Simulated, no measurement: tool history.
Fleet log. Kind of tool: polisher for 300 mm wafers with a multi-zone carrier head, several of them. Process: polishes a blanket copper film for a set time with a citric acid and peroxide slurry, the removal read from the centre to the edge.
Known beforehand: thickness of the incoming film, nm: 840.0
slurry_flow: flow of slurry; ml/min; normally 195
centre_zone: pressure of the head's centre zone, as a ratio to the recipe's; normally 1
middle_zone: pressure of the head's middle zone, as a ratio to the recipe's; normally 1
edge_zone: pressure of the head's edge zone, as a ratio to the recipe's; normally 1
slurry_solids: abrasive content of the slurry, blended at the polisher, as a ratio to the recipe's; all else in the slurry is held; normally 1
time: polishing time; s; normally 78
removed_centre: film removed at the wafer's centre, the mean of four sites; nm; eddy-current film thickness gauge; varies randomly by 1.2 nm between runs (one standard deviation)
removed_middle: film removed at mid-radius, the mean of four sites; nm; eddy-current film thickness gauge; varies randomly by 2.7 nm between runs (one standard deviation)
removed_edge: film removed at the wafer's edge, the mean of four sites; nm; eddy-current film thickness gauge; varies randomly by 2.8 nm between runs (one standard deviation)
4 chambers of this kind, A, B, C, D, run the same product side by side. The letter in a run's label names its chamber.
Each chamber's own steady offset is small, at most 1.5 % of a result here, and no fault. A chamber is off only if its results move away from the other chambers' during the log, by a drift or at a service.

run     day  slurry_flow  centre_zone  middle_zone  edge_zone  slurry_solids  time  wafers polished on this pad  hours since the slurry nozzle was cleaned  hours since the centre zone pressure was calibrated  hours since the edge zone pressure was calibrated  removed_centre  removed_middle  removed_edge
      0.162  -- chamber C: worn pad replaced by a new one
 1C   0.425          195            1            1          1              1    78                           61                                      334.9                                                848.4                                              248.3          190.46          187.67        193.08
 2B   0.933          195            1            1          1              1    78                          506                                        120                                                224.5                                              582.8          188.33          187.44        189.47
 3A   1.383          195            1            1          1              1    78                          623                                      187.9                                                475.6                                               84.3          189.29          187.67        192.33
      1.421  -- chamber B: worn pad replaced by a new one
 4D   1.796          195            1            1          1              1    78                          639                                       93.3                                                 95.1                                              527.2          188.32          185.58        187.24
 5B   2.075          195            1            1          1              1    78                          152                                      147.4                                                251.9                                              610.2          185.75          185.64        189.05
      2.083  -- chamber B: edge zone pressure recalibrated
      2.121  -- chamber D: worn pad replaced by a new one
      2.212  -- chamber A: worn pad replaced by a new one
 6D   2.533          195            1            1          1            1.2    90                           96                                        111                                                112.8                                              544.9          226.96          223.57        226.43
 7A   2.767          195            1            1          1            1.2    90                          129                                      221.1                                                508.8                                              117.5          225.75          220.35        223.93
 8C   3.171          195            1            1          1            1.2    90                          698                                      400.8                                                914.3                                              314.2          229.08          228.17        226.41
 9D   3.671          195            1            1          1            1.2    90                          360                                      138.3                                                140.1                                              572.2          224.78          227.86        226.41
      4.025  -- chamber B: worn pad replaced by a new one
10C   4.142          195            1            1          1              1    78                          924                                      424.1                                                937.6                                              337.5          190.57          187.51        189.78
      4.429  -- chamber C: centre zone pressure recalibrated
11A   4.467          195            1            1          1              1    78                          523                                      261.9                                                549.6                                              158.3           190.6          186.76        187.57
12B   4.738          195            1            1          1              1    78                          165                                      211.3                                                315.8                                               63.7           185.9          187.52        187.46
      4.892  -- chamber D: worn pad replaced by a new one
13C    5.15          195            1            1          1              1    78                         1158                                      448.3                                                 17.4                                              361.7          186.95          182.46        189.52
      5.388  -- chamber C: worn pad replaced by a new one
14D   5.421          195            1            1          1              1    78                          123                                      180.3                                                182.1                                              614.2          187.05          190.19        190.14
15B   5.696          195            1            1          1              1    78                          388                                      234.3                                                338.8                                               86.7          187.25          184.85        190.74
16A   6.038          195            1            1          1              1    78                          888                                      299.6                                                587.3                                                196          189.56          191.12        183.11
      6.162  -- chamber A: worn pad replaced by a new one
17D   6.471          195            1            1          1              1    78                          367                                      205.5                                                207.3                                              639.4          187.59          186.76        187.58
18B   6.771          195         0.93          0.9          1              1    78                          637                                      260.1                                                364.6                                              112.5          172.48          168.91        186.86
      6.979  -- chamber B: worn pad replaced by a new one
      7.083  -- chamber B: slurry nozzle cleaned
19C   7.225          195         0.93          0.9          1              1    78                          426                                      498.1                                                 67.2                                              411.5          174.61           175.6        189.27
      7.346  -- chamber D: worn pad replaced by a new one
20A   7.538          195         0.93          0.9          1              1    78                          319                                      335.6                                                623.3                                                232          173.71          173.14        192.07
21D    7.95          195         0.93          0.9          1              1    78                          140                                        241                                                242.8                                              674.9          172.62          167.76         188.3
22B   8.412          195            1            1          1              1    57                          333                                         32                                                  404                                              151.9          136.56          135.52        143.79
23A   8.654          195            1            1          1              1    57                          578                                      362.4                                                650.1                                              258.8          137.69          140.28        134.27
24C   8.971          195            1            1          1              1    57                          832                                        540                                                109.1                                              453.4          139.07          139.48           138
25D   9.308          195            1            1          1              1    57                          456                                      273.6                                                275.4                                              707.5          133.69          135.95        135.94
      9.458  -- chamber A: worn pad replaced by a new one
      9.492  -- chamber B: centre zone pressure recalibrated
26A   9.629          195            1            1          1              1    78                           39                                      385.8                                                673.5                                              282.2          189.43          193.02        187.08
      9.729  -- chamber C: worn pad replaced by a new one
27B  10.104          195            1            1          1              1    78                          725                                       72.6                                                 14.8                                              192.5          189.23          190.54        186.75
     10.133  -- chamber B: worn pad replaced by a new one
     10.596  -- chamber D: worn pad replaced by a new one
28C  10.608          195            1            1          1           1.15    78                          204                                      579.3                                                148.4                                              492.7          193.55          194.49        198.81
29A  10.942          195            1            1          1           1.15    78                          344                                      417.3                                                  705                                              313.7          197.64          194.64        194.96
30C  11.171          195            1            1          1           1.15    78                          335                                      592.8                                                161.9                                              506.2          193.94          192.56        188.74
31B  11.429          195            1            1          1           1.15    78                          301                                      104.4                                                 46.6                                              224.3          195.53          196.43         194.3
     11.496  -- chamber A: centre zone pressure recalibrated
32D  11.921          195            1            1          1              1    78                          308                                      336.3                                                338.1                                              770.2          181.18           183.1        185.34
33A  12.325          195            1            1          1              1    78                          665                                      450.5                                                   20                                              346.9          189.17          192.29        186.34
34C  12.579          240            1            1          1              1    78                          662                                      626.6                                                195.7                                                540          194.96          198.08        194.22
     12.738  -- chamber A: worn pad replaced by a new one
35B  13.075          240            1            1          1              1    78                          683                                      143.9                                                 86.1                                              263.8          193.97          192.24           196
     13.254  -- chamber B: worn pad replaced by a new one
     13.279  -- chamber D: worn pad replaced by a new one
36D  13.446          240            1            1          1              1    78                           39                                      372.9                                                374.7                                              806.8           187.8          188.71        188.45
37B    13.7          240            1            1          1              1    78                          104                                      158.9                                                101.1                                              278.8          194.74          191.36        198.05
     13.962  -- chamber A: edge zone pressure recalibrated
38A  14.021          195            1            1          1              1    78                          298                                      491.2                                                 60.7                                                1.5          190.18          188.97        184.57
39D  14.392          195            1            1          1              1    78                          258                                      395.6                                                397.4                                              829.5          178.21          183.63        185.78

The same settings go to every chamber for the next run, one line per chamber below. Forecast the results for each:
40A  14.758          195            1            1          1              1    78                                                                                                                                                                                               ?               ?             ?
40B  14.758          195            1            1          1              1    78                                                                                                                                                                                               ?               ?             ?
40C  14.758          195            1            1          1              1    78                                                                                                                                                                                               ?               ?             ?
40D  14.758          195            1            1          1              1    78                                                                                                                                                                                               ?               ?             ?

run  removed_centre  removed_middle  removed_edge
40A          189.38          183.97        192.66
40B          186.49          188.05        189.79
40C          189.82          188.63        187.99
40D          178.06          177.03        180.52
